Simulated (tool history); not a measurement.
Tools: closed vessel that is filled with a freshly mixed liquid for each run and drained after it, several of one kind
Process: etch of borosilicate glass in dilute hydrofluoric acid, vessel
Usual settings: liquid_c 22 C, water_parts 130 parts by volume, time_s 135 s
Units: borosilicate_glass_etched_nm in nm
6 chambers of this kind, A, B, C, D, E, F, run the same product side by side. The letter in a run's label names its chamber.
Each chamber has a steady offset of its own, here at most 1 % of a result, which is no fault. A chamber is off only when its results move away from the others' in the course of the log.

run	hour	liquid_c	water_parts	time_s	hours since the thermometer was replaced	hours since the hydrofluoric acid flow meter was replaced	read-back film thickness of the borosilicate glass reference wafer, read on the same gauge (nm)	borosilicate_glass_etched_nm
1B	4.6	22	130	135	974.9	1450	60.011	42.961
2D	9.8	22	130	135	709.2	982.3	59.981	42.494
3C	13.4	22	130	135	20.6	1587.6	60.008	42.847
4A	18.8	22	130	135	146.2	143.1	59.948	41.653
5F	22.2	22	130	135	108.3	539.1	59.993	42.778
6E	29.2	22	130	135	72.2	633.5	59.987	42.459
7F	32.9	22	130	135	119	549.8	60.009	42.949
8D	36.5	24.5	130	90	735.9	1009	60.037	31.712
9B	41.7	24.5	130	90	1012	1487.1	59.991	31.1
10A	45.1	24.5	130	90	172.5	169.4	59.978	31.295
11E	50.7	24.5	130	90	93.7	655	60.005	31.364
12C	54	24.5	130	90	61.2	1628.2	60.037	31.412
13F	58.2	24.5	130	90	144.3	575.1	59.999	31.357
14C	63.1	22	130	135	70.3	1637.3	60.029	43.406
15D	67.7	22	130	135	767.1	1040.2	59.966	43.111
16B	74.7	22	130	135	1045	1520.1	59.986	43.383
17E	80	22	130	135	123	684.3	59.987	42.582
18A	84.3	22	130	85	211.7	208.6	59.982	26.682
19F	91.6	22	130	85	177.7	608.5	60.004	26.928
20E	97.1	22	130	85	140.1	701.4	59.984	27.093
21A	101.4	22	130	85	228.8	225.7	60	26.823
22D	108.7	22	130	85	808.1	1081.2	60.029	26.988
23B	112.3	22	130	85	1082.6	1557.7	60.013	27.822
24C	118.7	22	130	135	125.9	1692.9	60.022	42.68
25D	122.5	22	130	70	821.9	1095	59.994	21.963
26E	127.6	22	130	70	170.6	731.9	59.991	21.918
27F	132.7	22	130	70	218.8	649.6	60.011	22.585
28C	136	22	130	70	143.2	1710.2	59.992	21.992
29B	141	22	130	70	1111.3	1586.4	60.012	22.694
30A	145.4	22	130	70	272.8	269.7	60.015	22.141
31A	150.5	26.5	130	135	277.9	274.8	60.003	50.106
32F	155.3	26.5	130	135	241.4	672.2	60.009	50.665
33C	158.9	26.5	130	135	166.1	1733.1	60.003	51.19
34D	162.2	26.5	130	135	861.6	1134.7	60.019	50.341
35B	165.7	26.5	130	135	1136	1611.1	60.003	53.976
36E	173.1	26.5	130	135	216.1	777.4	59.972	50.487
37A	176.5	22	130	135	303.9	300.8	59.992	42.762
38F	181.9	22	85	200	268	698.8	59.998	101.28
39B	185.9	22	85	200	1156.2	1631.3	59.994	108.18
40D	190.1	22	85	200	889.5	1162.6	60.005	104.03
41E	195.4	22	85	200	238.4	799.7	60.015	102.36
42C	202.8	22	85	200	210	1777	59.978	100.81

All 6 chambers run these settings next. Forecast each chamber's results:
43A	208.1	22	130	135				?
43B	208.1	22	130	135				?
43C	208.1	22	130	135				?
43D	208.1	22	130	135				?
43E	208.1	22	130	135				?
43F	208.1	22	130	135				?

run	borosilicate_glass_etched_nm
43A	42.711
43B	45.574
43C	43.295
43D	42.323
43E	42.168
43F	42.034
